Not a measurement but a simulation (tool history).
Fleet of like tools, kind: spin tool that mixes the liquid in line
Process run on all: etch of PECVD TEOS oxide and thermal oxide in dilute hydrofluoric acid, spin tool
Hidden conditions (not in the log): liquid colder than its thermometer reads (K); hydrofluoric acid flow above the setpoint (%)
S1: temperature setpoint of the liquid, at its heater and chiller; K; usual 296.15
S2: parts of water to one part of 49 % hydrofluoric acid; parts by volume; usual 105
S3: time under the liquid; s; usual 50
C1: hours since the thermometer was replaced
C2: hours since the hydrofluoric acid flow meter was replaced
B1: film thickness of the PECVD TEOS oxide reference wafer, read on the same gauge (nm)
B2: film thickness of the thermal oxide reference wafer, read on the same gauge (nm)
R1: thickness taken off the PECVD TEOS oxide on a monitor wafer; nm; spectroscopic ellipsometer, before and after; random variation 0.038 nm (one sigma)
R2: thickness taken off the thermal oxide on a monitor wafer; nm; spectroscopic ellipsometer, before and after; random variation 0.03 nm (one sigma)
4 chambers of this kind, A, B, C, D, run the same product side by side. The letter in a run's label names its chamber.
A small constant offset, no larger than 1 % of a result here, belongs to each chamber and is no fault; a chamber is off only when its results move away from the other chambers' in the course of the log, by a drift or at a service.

| run | day | S1 | S2 | S3 | C1 | C2 | B1 | B2 | R1 | R2 |
|---|---|---|---|---|---|---|---|---|---|---|
| 1C | 0.375 | 296.15 | 105 | 50 | 1451.9 | 82.1 | 59.943 | 130.03 | 5.1083 | 2.4560 |
| 2D | 0.675 | 296.15 | 105 | 50 | 1021.0 | 829.8 | 59.985 | 129.98 | 5.1128 | 2.4022 |
|  | 1.000 | chamber B: thermometer replaced |
| 3B | 1.121 | 296.15 | 105 | 50 | 3.0 | 210.6 | 60.007 | 129.97 | 5.0871 | 2.4512 |
| 4A | 1.392 | 296.15 | 105 | 50 | 555.5 | 783.2 | 60.028 | 130.03 | 5.1204 | 2.4407 |
| 5C | 1.829 | 296.15 | 105 | 50 | 1486.8 | 117.0 | 59.977 | 129.99 | 5.0057 | 2.3978 |
| 6A | 2.104 | 296.15 | 105 | 50 | 572.6 | 800.3 | 60.009 | 129.97 | 5.1232 | 2.5087 |
| 7D | 2.588 | 296.15 | 105 | 50 | 1066.9 | 875.7 | 59.997 | 130.00 | 5.0249 | 2.4320 |
|  | 2.875 | chamber A: hydrofluoric acid flow meter replaced |
| 8B | 2.917 | 296.15 | 105 | 50 | 46.1 | 253.7 | 59.983 | 130.00 | 5.1309 | 2.3976 |
| 9D | 3.142 | 296.15 | 105 | 50 | 1080.2 | 889.0 | 59.967 | 129.98 | 5.0958 | 2.4350 |
| 10B | 3.412 | 296.15 | 105 | 50 | 58.0 | 265.6 | 60.011 | 130.01 | 5.0690 | 2.4465 |
| 11A | 3.671 | 296.15 | 105 | 50 | 610.2 | 19.1 | 60.002 | 130.00 | 5.0643 | 2.5338 |
| 12C | 4.104 | 296.15 | 105 | 50 | 1541.4 | 171.6 | 60.015 | 130.03 | 5.0381 | 2.3981 |
| 13C | 4.533 | 296.15 | 105 | 50 | 1551.7 | 181.9 | 60.028 | 129.98 | 5.0811 | 2.4385 |
| 14B | 4.746 | 296.15 | 105 | 50 | 90.0 | 297.6 | 60.039 | 130.04 | 5.0360 | 2.4360 |
| 15D | 5.183 | 296.15 | 105 | 50 | 1129.2 | 938.0 | 60.016 | 130.01 | 5.0822 | 2.4932 |
| 16A | 5.621 | 293.15 | 105 | 35 | 657.0 | 65.9 | 60.007 | 129.99 | 3.1831 | 1.5266 |
| 17D | 5.921 | 293.15 | 105 | 35 | 1146.9 | 955.7 | 60.035 | 129.98 | 3.1240 | 1.5116 |
| 18A | 6.146 | 293.15 | 105 | 35 | 669.6 | 78.5 | 60.009 | 130.00 | 3.1535 | 1.4944 |
| 19B | 6.417 | 293.15 | 105 | 35 | 130.1 | 337.7 | 59.977 | 130.00 | 3.1426 | 1.5235 |
|  | 6.517 | chamber D: hydrofluoric acid flow meter replaced |
|  | 6.662 | chamber C: thermometer replaced |
| 20C | 6.696 | 296.15 | 105 | 50 | 0.8 | 233.8 | 59.986 | 130.02 | 5.1180 | 2.4537 |
| 21C | 7.179 | 296.15 | 105 | 50 | 12.4 | 245.4 | 59.956 | 130.00 | 5.1022 | 2.4386 |
| 22B | 7.529 | 296.15 | 105 | 50 | 156.8 | 364.4 | 60.031 | 129.99 | 5.0832 | 2.3760 |
| 23A | 7.983 | 296.15 | 105 | 50 | 713.7 | 122.6 | 60.014 | 130.02 | 5.1319 | 2.4896 |
| 24D | 8.204 | 296.15 | 105 | 50 | 1201.7 | 40.5 | 60.011 | 129.98 | 5.0383 | 2.4037 |
| 25D | 8.638 | 296.15 | 105 | 50 | 1212.1 | 50.9 | 59.973 | 130.02 | 4.9977 | 2.4254 |

Predict what each chamber gives when all 4 of them run the settings below next.
| 26A | 8.988 | 298.65 | 105 | 50 |  |  |  |  | ? | ? |
| 26B | 8.988 | 298.65 | 105 | 50 |  |  |  |  | ? | ? |
| 26C | 8.988 | 298.65 | 105 | 50 |  |  |  |  | ? | ? |
| 26D | 8.988 | 298.65 | 105 | 50 |  |  |  |  | ? | ? |

| run | R1 | R2 |
|---|---|---|
| 26A | 5.6415 | 2.7203 |
| 26B | 5.5649 | 2.6470 |
| 26C | 5.5815 | 2.5800 |
| 26D | 5.5645 | 2.6440 |

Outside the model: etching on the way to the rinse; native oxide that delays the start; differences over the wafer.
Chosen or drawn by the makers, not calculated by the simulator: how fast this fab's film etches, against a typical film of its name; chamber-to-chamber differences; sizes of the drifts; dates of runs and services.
